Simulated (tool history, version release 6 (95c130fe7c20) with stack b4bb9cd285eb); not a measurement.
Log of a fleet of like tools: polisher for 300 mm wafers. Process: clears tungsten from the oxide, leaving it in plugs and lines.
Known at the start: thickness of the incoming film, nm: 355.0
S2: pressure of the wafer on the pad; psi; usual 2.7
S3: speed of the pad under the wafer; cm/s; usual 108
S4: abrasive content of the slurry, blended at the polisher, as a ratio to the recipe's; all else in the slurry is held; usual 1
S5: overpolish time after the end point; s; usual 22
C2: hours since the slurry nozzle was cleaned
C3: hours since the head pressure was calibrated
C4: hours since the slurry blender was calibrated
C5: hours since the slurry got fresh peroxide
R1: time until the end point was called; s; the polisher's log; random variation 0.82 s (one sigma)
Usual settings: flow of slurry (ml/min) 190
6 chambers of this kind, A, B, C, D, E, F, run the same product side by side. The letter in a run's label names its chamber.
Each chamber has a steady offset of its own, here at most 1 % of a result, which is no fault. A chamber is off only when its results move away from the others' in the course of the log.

At hour 0.8: chamber D: worn pad replaced by a new one.
Run 1F, hour 5.1: usual settings; wafers polished on this pad 382; C2 322.9; C3 848.3; C4 314.7; C5 165.1. Result: R1 101.82 s.
Run 2D, hour 9.4: usual settings; wafers polished on this pad 69; C2 224.6; C3 497.5; C4 123.9; C5 121.4. Result: R1 101.83 s.
Run 3C, hour 13.9: usual settings; wafers polished on this pad 390; C2 279.1; C3 216.1; C4 302.2; C5 113.2. Result: R1 103.51 s.
At hour 15.3: chamber E: slurry blender recalibrated.
Run 4E, hour 20.9: usual settings; wafers polished on this pad 804; C2 151.1; C3 174.3; C4 5.6; C5 77. Result: R1 100.31 s.
At hour 23.7: chamber E: worn pad replaced by a new one.
Run 5A, hour 26.9: usual settings; wafers polished on this pad 444; C2 174.2; C3 436.2; C4 157.8; C5 32.1. Result: R1 103.48 s.
At hour 28.8: chamber B: worn pad replaced by a new one.
Run 6B, hour 30.6: usual settings; wafers polished on this pad 14; C2 312.9; C3 284.6; C4 150.5; C5 79.7. Result: R1 102.12 s.
Run 7E, hour 33.9: usual settings but S2 2.4 psi; wafers polished on this pad 81; C2 164.1; C3 187.3; C4 18.6; C5 90. Result: R1 112.41 s.
At hour 34.6: chamber C: slurry tank refilled with fresh slurry and peroxide.
Run 8C, hour 37.9: usual settings but S2 2.4 psi; wafers polished on this pad 581; C2 303.1; C3 240.1; C4 326.2; C5 3.4. Result: R1 114.6 s.
At hour 39.4: chamber C: slurry blender recalibrated.
At hour 39.5: chamber D: slurry tank refilled with fresh slurry and peroxide.
Run 9D, hour 43.8: usual settings but S2 2.4 psi; wafers polished on this pad 343; C2 259; C3 531.9; C4 158.3; C5 4.4. Result: R1 114.92 s.
Run 10A, hour 50.8: usual settings but S2 2.4 psi; wafers polished on this pad 635; C2 198.1; C3 460.1; C4 181.7; C5 56. Result: R1 114.12 s.
At hour 52: chamber A: slurry tank refilled with fresh slurry and peroxide.
Run 11F, hour 55.4: usual settings but S2 2.4 psi; wafers polished on this pad 784; C2 373.2; C3 898.6; C4 365; C5 215.4. Result: R1 113.13 s.
At hour 59.8: chamber E: slurry tank refilled with fresh slurry and peroxide.
At hour 61.9: chamber F: slurry blender recalibrated.
Run 12B, hour 61.9: usual settings but S2 2.4 psi; wafers polished on this pad 264; C2 344.2; C3 315.9; C4 181.8; C5 111. Result: R1 114.38 s.
At hour 62.5: chamber F: slurry tank refilled with fresh slurry and peroxide.
At hour 63.8: chamber A: head pressure recalibrated.
Run 13B, hour 67.7: usual settings; wafers polished on this pad 310; C2 350; C3 321.7; C4 187.6; C5 116.8. Result: R1 102.62 s.
At hour 69: chamber D: worn pad replaced by a new one.
Run 14C, hour 73.6: usual settings; wafers polished on this pad 866; C2 338.8; C3 275.8; C4 34.3; C5 39.1. Result: R1 101.34 s.
At hour 74.3: chamber C: worn pad replaced by a new one.
Run 15A, hour 80.8: usual settings; wafers polished on this pad 874; C2 228.1; C3 17.1; C4 211.7; C5 28.9. Result: R1 101.98 s.
At hour 81.6: chamber F: worn pad replaced by a new one.
Run 16D, hour 86.3: usual settings; wafers polished on this pad 138; C2 301.5; C3 574.4; C4 200.8; C5 46.9. Result: R1 101.32 s.
Run 17F, hour 91.4: usual settings; wafers polished on this pad 78; C2 409.2; C3 934.6; C4 29.6; C5 28.9. Result: R1 100.03 s.
Run 18E, hour 96.2: usual settings; wafers polished on this pad 578; C2 226.4; C3 249.6; C4 80.9; C5 36.4. Result: R1 100.79 s.
At hour 98.4: chamber A: worn pad replaced by a new one.
Run 19A, hour 101.1: usual settings; wafers polished on this pad 22; C2 248.4; C3 37.4; C4 232; C5 49.2. Result: R1 102.11 s.
Run 20F, hour 108.4: usual settings; wafers polished on this pad 214; C2 426.2; C3 951.6; C4 46.6; C5 45.9. Result: R1 100.86 s.
Run 21D, hour 112.2: usual settings; wafers polished on this pad 345; C2 327.4; C3 600.3; C4 226.7; C5 72.8. Result: R1 101.53 s.
Run 22E, hour 115.6: usual settings; wafers polished on this pad 733; C2 245.8; C3 269; C4 100.3; C5 55.8. Result: R1 101.09 s.
At hour 118.1: chamber A: slurry tank refilled with fresh slurry and peroxide.
Run 23C, hour 119.4: usual settings; wafers polished on this pad 360; C2 384.6; C3 321.6; C4 80.1; C5 84.9. Result: R1 100.63 s.
At hour 122.6: chamber C: head pressure recalibrated.
Run 24B, hour 125.4: usual settings; wafers polished on this pad 771; C2 407.7; C3 379.4; C4 245.3; C5 174.5. Result: R1 107.52 s.
At hour 129.8: chamber C: slurry nozzle cleaned.
At hour 131.3: chamber A: slurry blender recalibrated.
Run 25C, hour 131.3: usual settings; wafers polished on this pad 455; C2 1.5; C3 8.7; C4 92; C5 96.8. Result: R1 99.939 s.
At hour 136.6: chamber E: slurry blender recalibrated.
Run 26E, hour 137.5: usual settings; wafers polished on this pad 908; C2 267.7; C3 290.9; C4 0.9; C5 77.7. Result: R1 100.57 s.
Run 27F, hour 142.4: usual settings; wafers polished on this pad 485; C2 460.2; C3 985.6; C4 80.6; C5 79.9. Result: R1 101.81 s.
At hour 143: chamber B: slurry blender recalibrated.
At hour 148.9: chamber E: worn pad replaced by a new one.
Run 28D, hour 149.5: usual settings; wafers polished on this pad 643; C2 364.7; C3 637.6; C4 264; C5 110.1. Result: R1 100.67 s.
At hour 150.3: chamber D: worn pad replaced by a new one.
At hour 153.4: chamber C: slurry tank refilled with fresh slurry and peroxide.
Run 29B, hour 156.3: usual settings; wafers polished on this pad 1018; C2 438.6; C3 410.3; C4 13.3; C5 205.4. Result: R1 106.45 s.
At hour 157.8: chamber B: slurry nozzle cleaned.
Run 30A, hour 161.3: usual settings; wafers polished on this pad 502; C2 308.6; C3 97.6; C4 30; C5 43.2. Result: R1 100.85 s.
At hour 164.3: chamber E: slurry tank refilled with fresh slurry and peroxide.
Run 31C, hour 166.5: usual settings; wafers polished on this pad 736; C2 36.7; C3 43.9; C4 127.2; C5 13.1. Result: R1 100.52 s.
At hour 166.8: chamber B: head pressure recalibrated.
Run 32B, hour 171.7: usual settings but flow of slurry (ml/min) 250, S4 0.75; wafers polished on this pad 1141; C2 14; C3 5; C4 28.7; C5 220.8. Result: R1 111.67 s.
Run 33D, hour 175.8: usual settings but flow of slurry (ml/min) 250, S4 0.75; wafers polished on this pad 204; C2 391; C3 663.9; C4 290.3; C5 136.4. Result: R1 104.32 s.
Run 34A, hour 181.2: usual settings but flow of slurry (ml/min) 250, S4 0.75; wafers polished on this pad 661; C2 328.5; C3 117.5; C4 49.9; C5 63.1. Result: R1 105.09 s.
At hour 185.2: chamber C: worn pad replaced by a new one.
Run 35E, hour 186.1: usual settings but flow of slurry (ml/min) 250, S4 0.75; wafers polished on this pad 297; C2 316.3; C3 339.5; C4 49.5; C5 21.9. Result: R1 103.88 s.
At hour 190.1: chamber A: slurry tank refilled with fresh slurry and peroxide.
Run 36F, hour 192.5: usual settings but flow of slurry (ml/min) 250, S4 0.75; wafers polished on this pad 885; C2 510.3; C3 1035.7; C4 130.7; C5 130. Result: R1 104.6 s.
At hour 194.3: chamber B: worn pad replaced by a new one.
Run 37C, hour 197.3: usual settings but flow of slurry (ml/min) 250, S4 0.75; wafers polished on this pad 96; C2 67.5; C3 74.7; C4 158; C5 43.9. Result: R1 106.09 s.
At hour 203.8: chamber D: slurry tank refilled with fresh slurry and peroxide.
Run 38F, hour 203.9: usual settings; wafers polished on this pad 976; C2 521.7; C3 1047.1; C4 142.1; C5 141.4. Result: R1 100.64 s.
Run 39A, hour 207.8: usual settings; wafers polished on this pad 873; C2 355.1; C3 144.1; C4 76.5; C5 17.7. Result: R1 103.23 s.
Run 40D, hour 212: usual settings; wafers polished on this pad 493; C2 427.2; C3 700.1; C4 326.5; C5 8.3. Result: R1 102.15 s.
Run 41E, hour 215.9: usual settings; wafers polished on this pad 534; C2 346.1; C3 369.3; C4 79.3; C5 51.7. Result: R1 103.05 s.
Run 42B, hour 219.7: usual settings; wafers polished on this pad 203; C2 62; C3 53; C4 76.7; C5 268.8. Result: R1 109.76 s.
Run 43A, hour 223.3: usual settings; wafers polished on this pad 997; C2 370.6; C3 159.6; C4 92; C5 33.2. Result: R1 102.08 s.

Is one chamber off against the others, does the gauge drift, or is nothing wrong? If a chamber is off, say which, and what the likeliest cause is.

Chamber B drifts away from the others.
Cause: peroxide lost from the slurry, % = 21.3.

Here are 4 candidates for chamber B's next run, each the usual settings with a change, their results left as question marks. Which one brings its results back in line with what the others give on the usual settings?
In line means no further than this from the other chambers' mean on the usual settings: R1 2.9 s
Run 44B-1, hour 228.6: usual settings but flow of slurry (ml/min) 195, S2 3.2 psi. Result: R1 ?.
Run 44B-2, hour 228.6: usual settings but S2 2.6 psi, S3 102 cm/s. Result: R1 ?.
Run 44B-3, hour 228.6: usual settings but S2 2.5 psi, S3 98 cm/s. Result: R1 ?.
Run 44B-4, hour 228.6: usual settings but S2 2.8 psi, S3 114 cm/s. Result: R1 ?.

The other chambers' mean on the usual settings: R1 101.52 s
  run      R1
44B-1  93.494
44B-2  122.44
44B-3  132.53
44B-4  101.76
44B-4 brings the chamber back in line.
